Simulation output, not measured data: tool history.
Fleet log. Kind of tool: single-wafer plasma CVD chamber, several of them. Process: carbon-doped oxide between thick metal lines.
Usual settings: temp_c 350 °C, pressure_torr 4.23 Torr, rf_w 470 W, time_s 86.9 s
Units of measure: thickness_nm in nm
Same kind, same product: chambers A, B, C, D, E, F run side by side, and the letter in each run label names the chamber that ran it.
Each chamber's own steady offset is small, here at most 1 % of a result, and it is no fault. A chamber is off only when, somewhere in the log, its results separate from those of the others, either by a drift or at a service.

run,day,temp_c,pressure_torr,rf_w,time_s,"read-back reference wafer on the same gauge, thickness_nm",thickness_nm
1A,0.433,350,4.23,470,86.9,394.80,414.21
2B,0.996,350,4.23,470,86.9,395.00,407.40
3C,1.512,350,4.23,470,86.9,395.05,410.54
4F,2.033,350,4.23,470,86.9,395.28,411.96
5E,2.525,350,4.23,470,86.9,395.15,408.32
6D,2.942,355,4.23,470,72.3,394.74,342.10
# day 3.204: chamber A: capacitance manometer re-zeroed and calibrated
7B,3.233,355,4.23,470,72.3,395.02,335.13
8A,3.696,355,4.23,470,72.3,394.97,340.33
9F,4.262,355,4.23,470,72.3,395.19,337.79
10E,4.588,355,4.23,470,72.3,394.99,337.96
11C,5.167,355,4.23,470,72.3,395.27,340.44
12D,5.475,350,4.23,470,86.9,394.98,416.04
# day 5.733: chamber F: RF generator calibrated
13E,5.812,350,4.23,470,86.9,395.01,406.54
14C,6.142,350,4.23,470,86.9,394.82,412.45
# day 6.438: chamber C: capacitance manometer re-zeroed and calibrated
15B,6.462,350,4.23,470,86.9,394.77,406.84
# day 6.496: chamber F: capacitance manometer re-zeroed and calibrated
16A,6.879,350,4.23,470,86.9,394.94,411.32
17D,7.204,350,4.23,470,86.9,395.49,417.38
# day 7.467: chamber E: capacitance manometer re-zeroed and calibrated
18F,7.712,350,4.23,470,86.9,395.05,409.62
19E,8.029,350,4.23,470,86.9,394.72,405.10
# day 8.179: chamber B: capacitance manometer re-zeroed and calibrated
20A,8.508,350,4.23,470,86.9,394.92,414.85
21C,8.979,350,4.23,470,86.9,395.01,411.22
22D,9.429,350,3.51,470,86.9,394.78,403.90
23F,9.871,350,3.51,470,86.9,395.16,399.87
24B,10.208,350,3.51,470,86.9,394.62,393.65
25D,10.525,350,3.51,470,86.9,394.71,402.57
26E,10.875,350,3.51,470,86.9,394.98,391.21
27B,11.267,350,3.51,470,86.9,395.00,396.92
# day 11.288: chamber B: thermocouple changed; heater temperature recalibrated
# day 11.654: chamber D: capacitance manometer re-zeroed and calibrated
28C,11.779,350,4.23,470,86.9,394.86,410.21
29F,12.333,350,3.36,470,86.9,394.95,396.71
30A,12.600,350,3.36,470,86.9,395.33,401.82
31F,12.908,350,3.36,470,86.9,394.84,395.81
32B,13.512,350,3.36,470,86.9,394.94,396.11
33C,14.108,350,3.36,470,86.9,395.14,400.81
34E,14.675,350,3.36,470,86.9,394.87,386.53
35A,15.038,350,4.23,470,86.9,395.15,413.61
36D,15.629,350,4.23,470,86.9,394.81,413.21
37E,16.171,350,4.23,470,86.9,394.87,395.84
38D,16.738,350,4.23,470,86.9,394.93,413.24
39F,17.021,350,4.23,470,86.9,394.89,409.12
40A,17.333,350,4.23,470,86.9,394.87,412.17
41B,17.867,350,4.23,470,86.9,395.16,408.92
42C,18.267,350,4.23,470,86.9,395.04,411.52

Predict what each chamber gives when all 6 of them run the settings below next.
43A,18.704,350,4.23,505,86.9,,?
43B,18.704,350,4.23,505,86.9,,?
43C,18.704,350,4.23,505,86.9,,?
43D,18.704,350,4.23,505,86.9,,?
43E,18.704,350,4.23,505,86.9,,?
43F,18.704,350,4.23,505,86.9,,?

run,thickness_nm
43A,432.98
43B,423.52
43C,428.22
43D,433.60
43E,412.63
43F,431.98

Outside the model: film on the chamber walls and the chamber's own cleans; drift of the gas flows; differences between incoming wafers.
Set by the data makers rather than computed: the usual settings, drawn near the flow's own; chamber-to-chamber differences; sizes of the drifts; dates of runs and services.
